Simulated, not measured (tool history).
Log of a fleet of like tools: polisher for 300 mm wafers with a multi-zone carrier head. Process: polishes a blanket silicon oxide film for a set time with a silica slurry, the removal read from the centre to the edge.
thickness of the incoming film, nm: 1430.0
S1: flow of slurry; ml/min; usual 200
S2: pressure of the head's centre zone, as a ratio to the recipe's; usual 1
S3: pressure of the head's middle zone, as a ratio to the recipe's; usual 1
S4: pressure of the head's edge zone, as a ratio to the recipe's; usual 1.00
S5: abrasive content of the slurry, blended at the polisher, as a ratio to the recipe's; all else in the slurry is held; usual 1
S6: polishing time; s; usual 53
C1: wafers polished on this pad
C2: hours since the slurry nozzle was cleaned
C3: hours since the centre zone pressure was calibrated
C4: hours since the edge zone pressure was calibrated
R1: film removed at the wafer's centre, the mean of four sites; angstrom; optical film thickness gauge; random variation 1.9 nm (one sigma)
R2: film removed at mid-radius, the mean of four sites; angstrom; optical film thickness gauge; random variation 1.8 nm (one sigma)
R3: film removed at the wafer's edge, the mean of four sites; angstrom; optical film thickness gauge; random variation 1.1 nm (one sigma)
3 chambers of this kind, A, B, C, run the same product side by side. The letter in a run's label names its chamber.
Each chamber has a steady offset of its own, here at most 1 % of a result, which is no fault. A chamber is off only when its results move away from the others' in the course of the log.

| run | hour | S1 | S2 | S3 | S4 | S5 | S6 | C1 | C2 | C3 | C4 | R1 | R2 | R3 |
|---|---|---|---|---|---|---|---|---|---|---|---|---|---|---|
|  | 3.4 | chamber B: worn pad replaced by a new one |
| 1C | 7.3 | 200 | 1 | 1 | 1.00 | 1 | 53 | 991 | 646.5 | 158.4 | 333.6 | 1562.5 | 1603.2 | 1582.2 |
|  | 10.9 | chamber C: worn pad replaced by a new one |
| 2A | 17.6 | 200 | 1 | 1 | 1.00 | 1 | 53 | 326 | 218.6 | 1185.8 | 282.3 | 1596.9 | 1580.6 | 1589.0 |
| 3B | 30.4 | 200 | 1 | 1 | 1.00 | 1 | 53 | 418 | 262.8 | 935.2 | 109.5 | 1581.7 | 1618.6 | 1605.2 |
| 4B | 43.1 | 200 | 1 | 1 | 1.00 | 1 | 53 | 614 | 275.5 | 947.9 | 122.2 | 1600.8 | 1567.6 | 1598.0 |
| 5A | 55.5 | 200 | 1 | 1 | 0.94 | 1 | 53 | 911 | 256.5 | 1223.7 | 320.2 | 1588.3 | 1569.9 | 1520.5 |
|  | 67.4 | chamber A: worn pad replaced by a new one |
| 6C | 69.5 | 200 | 1 | 1 | 0.94 | 1 | 53 | 905 | 708.7 | 220.6 | 395.8 | 1538.7 | 1592.5 | 1508.7 |
| 7B | 78.2 | 200 | 1 | 1 | 0.94 | 1 | 53 | 1156 | 310.6 | 983.0 | 157.3 | 1565.9 | 1569.9 | 1538.1 |
|  | 80.1 | chamber B: worn pad replaced by a new one |
| 8C | 85.0 | 200 | 1 | 1 | 1.00 | 1 | 53 | 1144 | 724.2 | 236.1 | 411.3 | 1587.7 | 1570.6 | 1554.8 |
|  | 86.1 | chamber C: worn pad replaced by a new one |
| 9A | 99.1 | 200 | 1 | 1 | 1.00 | 1 | 53 | 490 | 300.1 | 1267.3 | 363.8 | 1574.4 | 1586.1 | 1575.9 |
| 10B | 105.8 | 200 | 1 | 1 | 1.00 | 1 | 53 | 398 | 338.2 | 1010.6 | 184.9 | 1587.1 | 1580.0 | 1594.0 |
| 11A | 119.4 | 200 | 1 | 1 | 1.00 | 1 | 53 | 803 | 320.4 | 1287.6 | 384.1 | 1573.6 | 1587.2 | 1576.8 |
| 12C | 127.3 | 200 | 1 | 1 | 1.00 | 1 | 53 | 636 | 766.5 | 278.4 | 453.6 | 1540.2 | 1587.3 | 1566.2 |
|  | 136.4 | chamber C: slurry nozzle cleaned |
| 13B | 141.6 | 200 | 1 | 1 | 1.00 | 1 | 53 | 951 | 374.0 | 1046.4 | 220.7 | 1584.8 | 1614.9 | 1595.8 |
|  | 145.2 | chamber A: worn pad replaced by a new one |
| 14C | 153.8 | 200 | 1 | 1 | 1.04 | 1 | 53 | 1045 | 17.4 | 304.9 | 480.1 | 1585.9 | 1587.4 | 1584.3 |
|  | 161.5 | chamber B: worn pad replaced by a new one |
| 15A | 162.0 | 200 | 1 | 1 | 1.04 | 1 | 53 | 260 | 363.0 | 1330.2 | 426.7 | 1578.2 | 1547.5 | 1616.6 |
|  | 164.3 | chamber C: worn pad replaced by a new one |
|  | 168.4 | chamber C: edge zone pressure recalibrated |
| 16A | 175.9 | 200 | 1 | 1 | 1.04 | 1 | 53 | 475 | 376.9 | 1344.1 | 440.6 | 1568.8 | 1566.3 | 1613.4 |
| 17C | 184.7 | 200 | 1 | 1 | 1.00 | 1 | 53 | 315 | 48.3 | 335.8 | 16.3 | 1582.2 | 1571.3 | 1572.9 |
| 18B | 194.3 | 200 | 1 | 1 | 1.00 | 1 | 53 | 507 | 426.7 | 1099.1 | 273.4 | 1602.8 | 1576.0 | 1606.6 |
| 19C | 202.1 | 200 | 1 | 1 | 1.00 | 1 | 53 | 584 | 65.7 | 353.2 | 33.7 | 1572.6 | 1605.4 | 1576.4 |
|  | 204.6 | chamber A: slurry nozzle cleaned |
| 20B | 211.1 | 200 | 1 | 1 | 1.00 | 1 | 53 | 767 | 443.5 | 1115.9 | 290.2 | 1594.3 | 1589.6 | 1603.1 |
| 21A | 218.8 | 200 | 1 | 1 | 1.10 | 1 | 46 | 1137 | 14.2 | 1387.0 | 483.5 | 1385.3 | 1362.2 | 1451.4 |
|  | 222.7 | chamber A: worn pad replaced by a new one |
|  | 228.5 | chamber C: worn pad replaced by a new one |
| 22A | 229.4 | 200 | 1 | 1 | 1.10 | 1 | 46 | 103 | 24.8 | 1397.6 | 494.1 | 1364.9 | 1361.9 | 1438.0 |
|  | 233.8 | chamber B: worn pad replaced by a new one |
| 23C | 239.9 | 200 | 1 | 1 | 1.10 | 1 | 46 | 176 | 103.5 | 391.0 | 71.5 | 1371.1 | 1360.6 | 1439.7 |
| 24B | 247.9 | 200 | 1 | 1 | 1.00 | 1 | 53 | 218 | 480.3 | 1152.7 | 327.0 | 1563.7 | 1593.2 | 1586.0 |
| 25A | 259.7 | 200 | 1 | 1 | 1.00 | 1 | 53 | 571 | 55.1 | 1427.9 | 524.4 | 1564.9 | 1611.8 | 1594.5 |
| 26B | 270.7 | 200 | 1 | 1 | 1.00 | 1 | 53 | 570 | 503.1 | 1175.5 | 349.8 | 1586.3 | 1577.3 | 1584.3 |
| 27C | 278.5 | 200 | 1 | 1 | 1.00 | 1 | 53 | 772 | 142.1 | 429.6 | 110.1 | 1581.1 | 1583.0 | 1565.6 |
|  | 291.3 | chamber C: worn pad replaced by a new one |
| 28A | 291.7 | 200 | 1 | 1 | 1.00 | 1 | 53 | 1065 | 87.1 | 1459.9 | 556.4 | 1585.7 | 1575.4 | 1572.5 |
| 29C | 300.0 | 200 | 1 | 1 | 1.00 | 1 | 53 | 134 | 163.6 | 451.1 | 131.6 | 1576.2 | 1558.9 | 1561.4 |
|  | 301.0 | chamber A: worn pad replaced by a new one |
| 30B | 306.6 | 200 | 1 | 1 | 1.00 | 1 | 53 | 1124 | 539.0 | 1211.4 | 385.7 | 1592.3 | 1589.2 | 1587.2 |
|  | 311.7 | chamber B: worn pad replaced by a new one |
| 31C | 313.1 | 200 | 1 | 1 | 1.00 | 1 | 53 | 336 | 176.7 | 464.2 | 144.7 | 1548.5 | 1578.5 | 1575.3 |
| 32A | 326.5 | 200 | 1 | 1 | 1.00 | 1 | 53 | 394 | 121.9 | 1494.7 | 591.2 | 1542.0 | 1600.6 | 1587.4 |
| 33B | 336.9 | 200 | 1 | 1 | 1.00 | 1 | 53 | 389 | 569.3 | 1241.7 | 416.0 | 1594.3 | 1598.9 | 1578.1 |
| 34A | 347.9 | 200 | 1 | 1 | 1.00 | 1 | 53 | 724 | 143.3 | 1516.1 | 612.6 | 1568.6 | 1564.2 | 1580.6 |
| 35C | 355.7 | 200 | 1 | 1 | 1.00 | 1 | 53 | 994 | 219.3 | 506.8 | 187.3 | 1550.8 | 1551.9 | 1574.2 |

What goes on in this fleet: one chamber off, a drifting gauge, or nothing beyond the chambers' own small offsets? Name the chamber and the cause, if any.

No chamber stands off beyond its own small offset, and the gauge holds steady.
